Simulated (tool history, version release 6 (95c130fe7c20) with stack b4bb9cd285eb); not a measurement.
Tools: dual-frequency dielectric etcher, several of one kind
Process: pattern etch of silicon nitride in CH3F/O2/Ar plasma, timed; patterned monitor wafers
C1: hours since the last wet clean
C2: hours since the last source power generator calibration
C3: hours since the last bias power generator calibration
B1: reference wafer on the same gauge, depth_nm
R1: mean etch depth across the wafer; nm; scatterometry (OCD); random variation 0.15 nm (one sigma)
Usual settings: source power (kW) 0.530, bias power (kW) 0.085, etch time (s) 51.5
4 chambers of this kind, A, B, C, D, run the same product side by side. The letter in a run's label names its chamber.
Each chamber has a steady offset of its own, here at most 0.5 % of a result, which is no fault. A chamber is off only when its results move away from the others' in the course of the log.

{"run": "1A", "hour": 11.7, "source power (kW)": 0.53, "bias power (kW)": 0.085, "etch time (s)": 51.5, "C1": 84.2, "C2": 1360.7, "C3": 1435.5, "B1": 38.49, "R1": 42.33}
{"hour": 15.2, "done": "chamber D: source power generator calibrated"}
{"run": "2B", "hour": 24.2, "source power (kW)": 0.53, "bias power (kW)": 0.085, "etch time (s)": 51.5, "C1": 293.6, "C2": 1097.0, "C3": 2938.3, "B1": 38.5, "R1": 42.404}
{"run": "3C", "hour": 36.8, "source power (kW)": 0.53, "bias power (kW)": 0.085, "etch time (s)": 51.5, "C1": 159.9, "C2": 2749.4, "C3": 1080.1, "B1": 38.503, "R1": 42.685}
{"run": "4D", "hour": 45.6, "source power (kW)": 0.53, "bias power (kW)": 0.085, "etch time (s)": 51.5, "C1": 444.9, "C2": 30.4, "C3": 2341.1, "B1": 38.513, "R1": 42.797}
{"run": "5B", "hour": 56.8, "source power (kW)": 0.53, "bias power (kW)": 0.085, "etch time (s)": 51.5, "C1": 326.2, "C2": 1129.6, "C3": 2970.9, "B1": 38.481, "R1": 42.591}
{"run": "6D", "hour": 63.6, "source power (kW)": 0.53, "bias power (kW)": 0.085, "etch time (s)": 51.5, "C1": 462.9, "C2": 48.4, "C3": 2359.1, "B1": 38.538, "R1": 42.66}
{"run": "7C", "hour": 75.7, "source power (kW)": 0.53, "bias power (kW)": 0.085, "etch time (s)": 51.5, "C1": 198.8, "C2": 2788.3, "C3": 1119.0, "B1": 38.49, "R1": 42.646}
{"run": "8A", "hour": 88.2, "source power (kW)": 0.53, "bias power (kW)": 0.085, "etch time (s)": 51.5, "C1": 160.7, "C2": 1437.2, "C3": 1512.0, "B1": 38.481, "R1": 42.239}
{"run": "9A", "hour": 96.2, "source power (kW)": 0.53, "bias power (kW)": 0.085, "etch time (s)": 51.5, "C1": 168.7, "C2": 1445.2, "C3": 1520.0, "B1": 38.484, "R1": 42.125}
{"run": "10D", "hour": 104.6, "source power (kW)": 0.53, "bias power (kW)": 0.085, "etch time (s)": 51.5, "C1": 503.9, "C2": 89.4, "C3": 2400.1, "B1": 38.481, "R1": 42.638}
{"run": "11B", "hour": 116.5, "source power (kW)": 0.53, "bias power (kW)": 0.085, "etch time (s)": 51.5, "C1": 385.9, "C2": 1189.3, "C3": 3030.6, "B1": 38.516, "R1": 42.515}
{"run": "12C", "hour": 127.5, "source power (kW)": 0.53, "bias power (kW)": 0.085, "etch time (s)": 51.5, "C1": 250.6, "C2": 2840.1, "C3": 1170.8, "B1": 38.508, "R1": 42.707}
{"hour": 129.7, "done": "chamber D: wet clean of the chamber"}
{"run": "13A", "hour": 136.0, "source power (kW)": 0.53, "bias power (kW)": 0.085, "etch time (s)": 51.5, "C1": 208.5, "C2": 1485.0, "C3": 1559.8, "B1": 38.5, "R1": 42.285}
{"hour": 136.6, "done": "chamber B: wet clean of the chamber"}
{"run": "14D", "hour": 147.5, "source power (kW)": 0.61, "bias power (kW)": 0.075, "etch time (s)": 51.5, "C1": 17.8, "C2": 132.3, "C3": 2443.0, "B1": 38.52, "R1": 44.191}
{"run": "15C", "hour": 155.2, "source power (kW)": 0.61, "bias power (kW)": 0.075, "etch time (s)": 51.5, "C1": 278.3, "C2": 2867.8, "C3": 1198.5, "B1": 38.541, "R1": 43.26}
{"run": "16B", "hour": 167.6, "source power (kW)": 0.61, "bias power (kW)": 0.075, "etch time (s)": 51.5, "C1": 31.1, "C2": 1240.4, "C3": 3081.7, "B1": 38.478, "R1": 42.992}
{"run": "17B", "hour": 180.0, "source power (kW)": 0.61, "bias power (kW)": 0.075, "etch time (s)": 51.5, "C1": 43.5, "C2": 1252.8, "C3": 3094.1, "B1": 38.515, "R1": 43.065}
{"run": "18C", "hour": 186.5, "source power (kW)": 0.53, "bias power (kW)": 0.085, "etch time (s)": 51.5, "C1": 309.6, "C2": 2899.1, "C3": 1229.8, "B1": 38.527, "R1": 42.29}
{"run": "19D", "hour": 196.3, "source power (kW)": 0.53, "bias power (kW)": 0.085, "etch time (s)": 51.5, "C1": 66.6, "C2": 181.1, "C3": 2491.8, "B1": 38.507, "R1": 43.554}
{"run": "20A", "hour": 204.8, "source power (kW)": 0.53, "bias power (kW)": 0.085, "etch time (s)": 51.5, "C1": 277.3, "C2": 1553.8, "C3": 1628.6, "B1": 38.532, "R1": 42.274}
{"run": "21A", "hour": 216.1, "source power (kW)": 0.53, "bias power (kW)": 0.085, "etch time (s)": 51.5, "C1": 288.6, "C2": 1565.1, "C3": 1639.9, "B1": 38.478, "R1": 42.252}
{"run": "22D", "hour": 222.0, "source power (kW)": 0.53, "bias power (kW)": 0.085, "etch time (s)": 51.5, "C1": 92.3, "C2": 206.8, "C3": 2517.5, "B1": 38.533, "R1": 43.739}
{"run": "23B", "hour": 228.4, "source power (kW)": 0.53, "bias power (kW)": 0.085, "etch time (s)": 51.5, "C1": 91.9, "C2": 1301.2, "C3": 3142.5, "B1": 38.484, "R1": 42.59}
{"hour": 229.7, "done": "chamber C: wet clean of the chamber"}
{"run": "24C", "hour": 240.5, "source power (kW)": 0.53, "bias power (kW)": 0.085, "etch time (s)": 51.5, "C1": 10.9, "C2": 2953.1, "C3": 1283.8, "B1": 38.498, "R1": 42.788}
{"run": "25C", "hour": 247.6, "source power (kW)": 0.53, "bias power (kW)": 0.085, "etch time (s)": 39.5, "C1": 18.0, "C2": 2960.2, "C3": 1290.9, "B1": 38.491, "R1": 32.724}
{"run": "26D", "hour": 257.9, "source power (kW)": 0.53, "bias power (kW)": 0.085, "etch time (s)": 39.5, "C1": 128.2, "C2": 242.7, "C3": 2553.4, "B1": 38.511, "R1": 33.373}
{"run": "27A", "hour": 269.7, "source power (kW)": 0.53, "bias power (kW)": 0.085, "etch time (s)": 39.5, "C1": 342.2, "C2": 1618.7, "C3": 1693.5, "B1": 38.506, "R1": 32.427}
{"run": "28B", "hour": 277.5, "source power (kW)": 0.53, "bias power (kW)": 0.085, "etch time (s)": 39.5, "C1": 141.0, "C2": 1350.3, "C3": 3191.6, "B1": 38.498, "R1": 32.713}
{"run": "29A", "hour": 286.6, "source power (kW)": 0.53, "bias power (kW)": 0.085, "etch time (s)": 51.5, "C1": 359.1, "C2": 1635.6, "C3": 1710.4, "B1": 38.523, "R1": 42.445}
{"hour": 294.2, "done": "chamber C: source power generator calibrated"}
{"run": "30D", "hour": 296.6, "source power (kW)": 0.53, "bias power (kW)": 0.085, "etch time (s)": 51.5, "C1": 166.9, "C2": 281.4, "C3": 2592.1, "B1": 38.517, "R1": 43.83}
{"run": "31C", "hour": 306.0, "source power (kW)": 0.53, "bias power (kW)": 0.071, "etch time (s)": 51.5, "C1": 76.4, "C2": 11.8, "C3": 1349.3, "B1": 38.485, "R1": 39.889}
{"run": "32B", "hour": 315.7, "source power (kW)": 0.53, "bias power (kW)": 0.071, "etch time (s)": 51.5, "C1": 179.2, "C2": 1388.5, "C3": 3229.8, "B1": 38.508, "R1": 39.954}
{"run": "33B", "hour": 326.8, "source power (kW)": 0.53, "bias power (kW)": 0.071, "etch time (s)": 51.5, "C1": 190.3, "C2": 1399.6, "C3": 3240.9, "B1": 38.501, "R1": 39.888}
{"run": "34D", "hour": 340.0, "source power (kW)": 0.53, "bias power (kW)": 0.071, "etch time (s)": 51.5, "C1": 210.3, "C2": 324.8, "C3": 2635.5, "B1": 38.505, "R1": 41.069}
{"run": "35A", "hour": 347.5, "source power (kW)": 0.53, "bias power (kW)": 0.085, "etch time (s)": 51.5, "C1": 420.0, "C2": 1696.5, "C3": 1771.3, "B1": 38.5, "R1": 41.939}

All 4 chambers run these settings next. Forecast each chamber's results:
{"run": "36A", "hour": 357.0, "source power (kW)": 0.48, "bias power (kW)": 0.085, "etch time (s)": 51.5, "R1": "?"}
{"run": "36B", "hour": 357.0, "source power (kW)": 0.48, "bias power (kW)": 0.085, "etch time (s)": 51.5, "R1": "?"}
{"run": "36C", "hour": 357.0, "source power (kW)": 0.48, "bias power (kW)": 0.085, "etch time (s)": 51.5, "R1": "?"}
{"run": "36D", "hour": 357.0, "source power (kW)": 0.48, "bias power (kW)": 0.085, "etch time (s)": 51.5, "R1": "?"}

run=36A R1=40.671
run=36B R1=41.025
run=36C R1=40.889
run=36D R1=41.847

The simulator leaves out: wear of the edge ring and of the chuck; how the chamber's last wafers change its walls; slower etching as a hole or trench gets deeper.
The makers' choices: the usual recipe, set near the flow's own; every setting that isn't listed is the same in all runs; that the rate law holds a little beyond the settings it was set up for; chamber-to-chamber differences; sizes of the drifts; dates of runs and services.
